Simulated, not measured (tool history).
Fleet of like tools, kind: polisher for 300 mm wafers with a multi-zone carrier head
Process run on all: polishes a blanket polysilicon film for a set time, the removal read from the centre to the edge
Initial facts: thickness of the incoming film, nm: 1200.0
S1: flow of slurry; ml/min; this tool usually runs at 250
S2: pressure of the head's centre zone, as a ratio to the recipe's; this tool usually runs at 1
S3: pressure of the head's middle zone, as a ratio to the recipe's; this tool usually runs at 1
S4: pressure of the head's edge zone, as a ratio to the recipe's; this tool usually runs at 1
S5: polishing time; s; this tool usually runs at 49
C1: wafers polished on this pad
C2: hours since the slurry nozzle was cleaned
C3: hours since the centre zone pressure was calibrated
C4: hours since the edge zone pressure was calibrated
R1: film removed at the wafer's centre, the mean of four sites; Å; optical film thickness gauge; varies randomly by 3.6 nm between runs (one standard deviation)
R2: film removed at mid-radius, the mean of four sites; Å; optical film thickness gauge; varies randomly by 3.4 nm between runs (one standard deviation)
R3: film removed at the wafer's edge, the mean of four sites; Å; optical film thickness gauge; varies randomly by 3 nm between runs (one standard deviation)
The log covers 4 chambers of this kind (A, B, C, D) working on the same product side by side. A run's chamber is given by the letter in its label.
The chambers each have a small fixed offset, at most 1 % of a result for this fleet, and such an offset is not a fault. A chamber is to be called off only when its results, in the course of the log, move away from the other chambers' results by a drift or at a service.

run 1A day=0.212 | S1=250 S2=1 S3=1 S4=1 S5=49 | C1=95 C2=352.8 C3=197.3 C4=931.3 | R1=4209 R2=4195.6 R3=4216.9
-- day=0.442 chamber C: edge zone pressure recalibrated
run 2B day=0.5 | S1=250 S2=1 S3=1 S4=1 S5=49 | C1=1135 C2=118 C3=190.9 C4=41.7 | R1=4265 R2=4160.1 R3=4258.7
-- day=0.588 chamber D: worn pad replaced by a new one
run 3C day=0.792 | S1=250 S2=1 S3=1 S4=1 S5=49 | C1=803 C2=532.6 C3=114.8 C4=8.5 | R1=4112.4 R2=4178.2 R3=4201.6
run 4D day=1.083 | S1=250 S2=1 S3=1 S4=1 S5=49 | C1=102 C2=90.8 C3=241.3 C4=152.8 | R1=4094.9 R2=4177.2 R3=4176.4
run 5B day=1.333 | S1=250 S2=1 S3=1 S4=1 S5=49 | C1=1305 C2=138 C3=210.9 C4=61.7 | R1=4221.6 R2=4152.9 R3=4175.9
run 6A day=1.608 | S1=250 S2=1 S3=1 S4=1 S5=49 | C1=380 C2=386.3 C3=230.8 C4=964.8 | R1=4170 R2=4187.3 R3=4185.1
run 7D day=1.917 | S1=250 S2=1 S3=1 S4=1 S5=49 | C1=272 C2=110.8 C3=261.3 C4=172.8 | R1=4199.3 R2=4197.3 R3=4177.3
run 8C day=2.358 | S1=250 S2=1 S3=1 S4=1 S5=49 | C1=1123 C2=570.2 C3=152.4 C4=46.1 | R1=4206.6 R2=4206.7 R3=4239.5
-- day=2.542 chamber B: worn pad replaced by a new one
-- day=2.596 chamber C: worn pad replaced by a new one
-- day=2.779 chamber C: slurry nozzle cleaned
run 9C day=2.783 | S1=250 S2=1 S3=1 S4=1 S5=49 | C1=38 C2=0.1 C3=162.6 C4=56.3 | R1=4167.7 R2=4217.7 R3=4195.7
run 10B day=3.025 | S1=250 S2=1 S3=1 S4=1 S5=49 | C1=98 C2=178.6 C3=251.5 C4=102.3 | R1=4272.8 R2=4167.5 R3=4270.6
run 11A day=3.308 | S1=250 S2=1 S3=1 S4=1 S5=49 | C1=728 C2=427.1 C3=271.6 C4=1005.6 | R1=4160.5 R2=4206.5 R3=4261
run 12D day=3.733 | S1=250 S2=1 S3=1 S4=1 S5=49 | C1=643 C2=154.4 C3=304.9 C4=216.4 | R1=4168.2 R2=4211.4 R3=4214.2
-- day=3.917 chamber D: worn pad replaced by a new one
run 13D day=3.95 | S1=250 S2=1 S3=1 S4=1 S5=49 | C1=7 C2=159.6 C3=310.1 C4=221.6 | R1=4220.8 R2=4202.2 R3=4215.4
-- day=4.238 chamber D: centre zone pressure recalibrated
run 14A day=4.238 | S1=250 S2=1 S3=1 S4=1 S5=49 | C1=918 C2=449.4 C3=293.9 C4=1027.9 | R1=4166.5 R2=4204.5 R3=4229.1
run 15B day=4.512 | S1=250 S2=1 S3=1 S4=1 S5=58 | C1=402 C2=214.3 C3=287.2 C4=138 | R1=5009.2 R2=4916 R3=5002.4
run 16C day=4.871 | S1=250 S2=1 S3=1 S4=1 S5=58 | C1=465 C2=50.2 C3=212.7 C4=106.4 | R1=4831.7 R2=4911.3 R3=4915.3
run 17D day=5.2 | S1=250 S2=1 S3=1 S4=1 S5=58 | C1=262 C2=189.6 C3=23.1 C4=251.6 | R1=4947.8 R2=5001.5 R3=4994.8
run 18A day=5.479 | S1=250 S2=1 S3=1 S4=1 S5=58 | C1=1171 C2=479.2 C3=323.7 C4=1057.7 | R1=4897.5 R2=4919.2 R3=4994
-- day=5.504 chamber A: worn pad replaced by a new one
run 19B day=5.871 | S1=250 S2=1 S3=1 S4=1 S5=49 | C1=680 C2=246.9 C3=319.8 C4=170.6 | R1=4208.2 R2=4215.5 R3=4246.2
run 20C day=6.088 | S1=250 S2=1 S3=1.09 S4=1 S5=49 | C1=713 C2=79.4 C3=241.9 C4=135.6 | R1=4157.8 R2=4570.7 R3=4214.1
run 21D day=6.475 | S1=250 S2=1 S3=1.09 S4=1 S5=49 | C1=523 C2=220.2 C3=53.7 C4=282.2 | R1=4259.2 R2=4632.7 R3=4146.8
run 22C day=6.917 | S1=250 S2=1 S3=1.09 S4=1 S5=49 | C1=883 C2=99.3 C3=261.8 C4=155.5 | R1=4163.6 R2=4538.3 R3=4192
-- day=6.921 chamber A: slurry nozzle cleaned
run 23B day=7.358 | S1=250 S2=1 S3=1.09 S4=1 S5=49 | C1=984 C2=282.6 C3=355.5 C4=206.3 | R1=4209.6 R2=4509.7 R3=4232.3
run 24A day=7.704 | S1=250 S2=1 S3=1 S4=1 S5=49 | C1=450 C2=18.8 C3=377.1 C4=1111.1 | R1=4151.5 R2=4266.6 R3=4193.9
-- day=7.908 chamber D: worn pad replaced by a new one
run 25B day=7.921 | S1=250 S2=1 S3=1 S4=1 S5=49 | C1=1099 C2=296.1 C3=369 C4=219.8 | R1=4277.4 R2=4178.6 R3=4268.9
run 26D day=8.162 | S1=250 S2=1 S3=1 S4=1 S5=49 | C1=52 C2=260.7 C3=94.2 C4=322.7 | R1=4192.6 R2=4247.4 R3=4207.3
run 27C day=8.375 | S1=250 S2=1 S3=0.89 S4=1.04 S5=49 | C1=1181 C2=134.3 C3=296.8 C4=190.5 | R1=4123.3 R2=3774.6 R3=4271.2
run 28A day=8.804 | S1=250 S2=1 S3=0.89 S4=1.04 S5=49 | C1=675 C2=45.2 C3=403.5 C4=1137.5 | R1=4171.4 R2=3845.4 R3=4341.1
-- day=8.975 chamber C: worn pad replaced by a new one
run 29D day=9.146 | S1=250 S2=1 S3=0.89 S4=1.04 S5=49 | C1=253 C2=284.3 C3=117.8 C4=346.3 | R1=4203 R2=3787 R3=4330.4
run 30A day=9.425 | S1=250 S2=1 S3=0.89 S4=1.04 S5=49 | C1=802 C2=60.1 C3=418.4 C4=1152.4 | R1=4098 R2=3785 R3=4299.7
-- day=9.488 chamber A: centre zone pressure recalibrated
-- day=9.604 chamber B: worn pad replaced by a new one
run 31C day=9.85 | S1=250 S2=1 S3=1 S4=1 S5=49 | C1=178 C2=169.7 C3=332.2 C4=225.9 | R1=4155.6 R2=4245.7 R3=4219.2
run 32B day=10.117 | S1=250 S2=1 S3=1 S4=1 S5=49 | C1=105 C2=348.8 C3=421.7 C4=272.5 | R1=4271.9 R2=4161.8 R3=4182.6
run 33C day=10.392 | S1=250 S2=1 S3=1 S4=1 S5=49 | C1=289 C2=182.7 C3=345.2 C4=238.9 | R1=4159.4 R2=4161.5 R3=4182
run 34D day=10.742 | S1=250 S2=1 S3=1.08 S4=1 S5=49 | C1=579 C2=322.6 C3=156.1 C4=384.6 | R1=4165.7 R2=4571.8 R3=4145.3
run 35A day=11.1 | S1=250 S2=1 S3=1.08 S4=1 S5=49 | C1=1144 C2=100.3 C3=38.7 C4=1192.6 | R1=4113 R2=4513.4 R3=4185.1
run 36B day=11.308 | S1=250 S2=1 S3=1.08 S4=1 S5=49 | C1=348 C2=377.4 C3=450.3 C4=301.1 | R1=4179.5 R2=4382.5 R3=4203.7
-- day=11.488 chamber A: worn pad replaced by a new one
run 37B day=11.675 | S1=250 S2=1 S3=1.08 S4=1 S5=49 | C1=423 C2=386.2 C3=459.1 C4=309.9 | R1=4217.6 R2=4488.7 R3=4268.2
run 38A day=12.029 | S1=250 S2=1 S3=1 S4=1 S5=49 | C1=110 C2=122.6 C3=61 C4=1214.9 | R1=4228.6 R2=4237.2 R3=4261.1

Each of the 4 chambers runs these same settings next. Fill in every chamber's results:
run 39A day=12.346 | S1=250 S2=1 S3=1 S4=1 S5=49 | R1=? R2=? R3=?
run 39B day=12.346 | S1=250 S2=1 S3=1 S4=1 S5=49 | R1=? R2=? R3=?
run 39C day=12.346 | S1=250 S2=1 S3=1 S4=1 S5=49 | R1=? R2=? R3=?
run 39D day=12.346 | S1=250 S2=1 S3=1 S4=1 S5=49 | R1=? R2=? R3=?

run=39A R1=4125.1 R2=4273.3 R3=4243.8
run=39B R1=4253.9 R2=4207.3 R3=4270.1
run=39C R1=4153.1 R2=4222 R3=4264.5
run=39D R1=4234.9 R2=4217.9 R3=4160.9

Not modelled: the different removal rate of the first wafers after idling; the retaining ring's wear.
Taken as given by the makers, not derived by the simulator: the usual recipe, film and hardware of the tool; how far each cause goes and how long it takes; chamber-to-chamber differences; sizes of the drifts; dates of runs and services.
